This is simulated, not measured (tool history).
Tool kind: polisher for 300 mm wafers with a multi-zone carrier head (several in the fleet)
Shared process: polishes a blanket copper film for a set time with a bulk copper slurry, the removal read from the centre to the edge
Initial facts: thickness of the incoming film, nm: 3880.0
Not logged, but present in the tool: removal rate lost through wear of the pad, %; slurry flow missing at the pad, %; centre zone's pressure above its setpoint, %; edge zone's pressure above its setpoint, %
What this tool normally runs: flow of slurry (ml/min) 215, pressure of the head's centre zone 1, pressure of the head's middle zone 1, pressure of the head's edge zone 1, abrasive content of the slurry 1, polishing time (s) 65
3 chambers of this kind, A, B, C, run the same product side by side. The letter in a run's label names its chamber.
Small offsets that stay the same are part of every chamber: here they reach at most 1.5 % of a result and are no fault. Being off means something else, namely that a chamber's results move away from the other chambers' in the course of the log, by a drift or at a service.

run,day,flow of slurry (ml/min),pressure of the head's centre zone,pressure of the head's middle zone,pressure of the head's edge zone,abrasive content of the slurry,polishing time (s),wafers polished on this pad,hours since the slurry nozzle was cleaned,hours since the centre zone pressure was calibrated,hours since the edge zone pressure was calibrated,film removed at the wafer's centre (angstrom),film removed at mid-radius (angstrom),film removed at the wafer's edge (angstrom)
1C,0.312,215,1,1,1,1,65,447,193.9,372.9,1182.1,4061.5,4068.3,4067
2B,0.479,215,1,1,1,1,65,280,589.9,351.2,218.7,4073.2,3995.7,4141.1
3A,0.667,215,1,1,1,1,65,354,163.7,890.1,539.1,4027.1,3969.2,4079.4
4C,0.912,215,1,1,1,1,65,600,208.3,387.3,1196.5,4046.7,4088.4,4091.2
5B,1.242,215,1,1,1,1,65,474,608.2,369.5,237,4089.8,4036.3,4117.4
6A,1.529,215,1,1,1,1,65,574,184.4,910.8,559.8,3984.3,4012.1,4122.8
7C,1.771,215,1,1,1,1,65,818,228.9,407.9,1217.1,4078.5,4116.4,4096.8
8B,1.967,215,1,1,1,1,65,658,625.6,386.9,254.4,4054.1,4053,4138.7
# day 2.179: chamber C: edge zone pressure recalibrated
9A,2.279,215,1,1,1,1,65,764,202.4,928.8,577.8,3974.7,4117.6,4011.3
# day 2.442: chamber C: worn pad replaced by a new one
10C,2.538,215,1,1,1,1,65,25,247.3,426.3,8.6,4090.1,3994.5,4078.1
11B,2.883,215,1,1,1,1,65,891,647.6,408.9,276.4,4124.9,4011.6,4053
12A,3.204,215,1,1,1,1,65,999,224.6,951,600,4010.3,3972.9,4070
# day 3.429: chamber A: worn pad replaced by a new one
13C,3.517,215,1,1,1,1,65,274,270.8,449.8,32.1,4139,4110.4,3993.6
14B,3.783,215,1,1,1,0.7,65,1120,669.2,430.5,298,3832.8,3712.9,3844.1
15A,4.108,215,1,1,1,0.7,65,172,246.3,972.7,621.7,3735.6,3670.6,3744.2
16C,4.35,215,1,1,1,0.7,65,485,290.8,469.8,52.1,3814.8,3773.2,3776.3
17B,4.708,215,1,1,1,1,65,1355,691.4,452.7,320.2,4115.1,4075.5,4129.7
# day 4.829: chamber B: worn pad replaced by a new one
18A,5,215,1,1,1,1,65,399,267.7,994.1,643.1,4014.8,3988.5,4083.8
19B,5.183,215,1,1,1,1,65,90,702.8,464.1,331.6,4114.4,4057.5,4101.5
20A,5.433,215,1,1.11,1,1,65,509,278.1,1004.5,653.5,4057.1,4366.3,4000.5
21C,5.712,215,1,1.11,1,1,65,832,323.5,502.5,84.8,4064.6,4452.4,4116.9
# day 5.825: chamber C: worn pad replaced by a new one
22A,5.996,215,1,1.11,1,1,65,652,291.6,1018,667,3986.9,4485.5,4072.4
# day 6.188: chamber B: centre zone pressure recalibrated
23B,6.354,215,1,1,1.1,1,65,387,730.9,4.1,359.7,4035,4049.8,4345.2
24C,6.588,215,1,1,1.1,1,65,194,344.5,523.5,105.8,4071.6,3958,4236.8
# day 6.771: chamber C: centre zone pressure recalibrated
25C,6.833,215,1,1,1.1,1,65,256,350.4,1.6,111.7,4003.3,3935.4,4314.8
# day 7.042: chamber A: worn pad replaced by a new one
26A,7.167,215,1,1,1,1,65,32,319.7,1046.1,695.1,3941.9,3998.6,4039.1
27B,7.488,215,1,1,1,1,65,675,758.1,31.3,386.9,4105,4066.6,4060.4
28C,7.667,215,1,1,1,1,65,468,370.4,21.6,131.7,4045.5,3996.8,4068.9
# day 7.758: chamber B: edge zone pressure recalibrated
29A,7.938,215,1,1,1,1,65,228,338.2,1064.6,713.6,3975.3,4075.3,3998.9
30B,8.142,215,1,1,1,1,65,842,773.8,47,9.3,4083.8,4027.2,4060.2

All 3 chambers run these settings next. Forecast each chamber's results:
31A,8.4,215,1,1.07,1,1,65,,,,,?,?,?
31B,8.4,215,1,1.07,1,1,65,,,,,?,?,?
31C,8.4,215,1,1.07,1,1,65,,,,,?,?,?

run,film removed at the wafer's centre (angstrom),film removed at mid-radius (angstrom),film removed at the wafer's edge (angstrom)
31A,3976.9,4212.4,4105.3
31B,4091.3,4386.8,4131.8
31C,4084.2,4198.9,4075.2
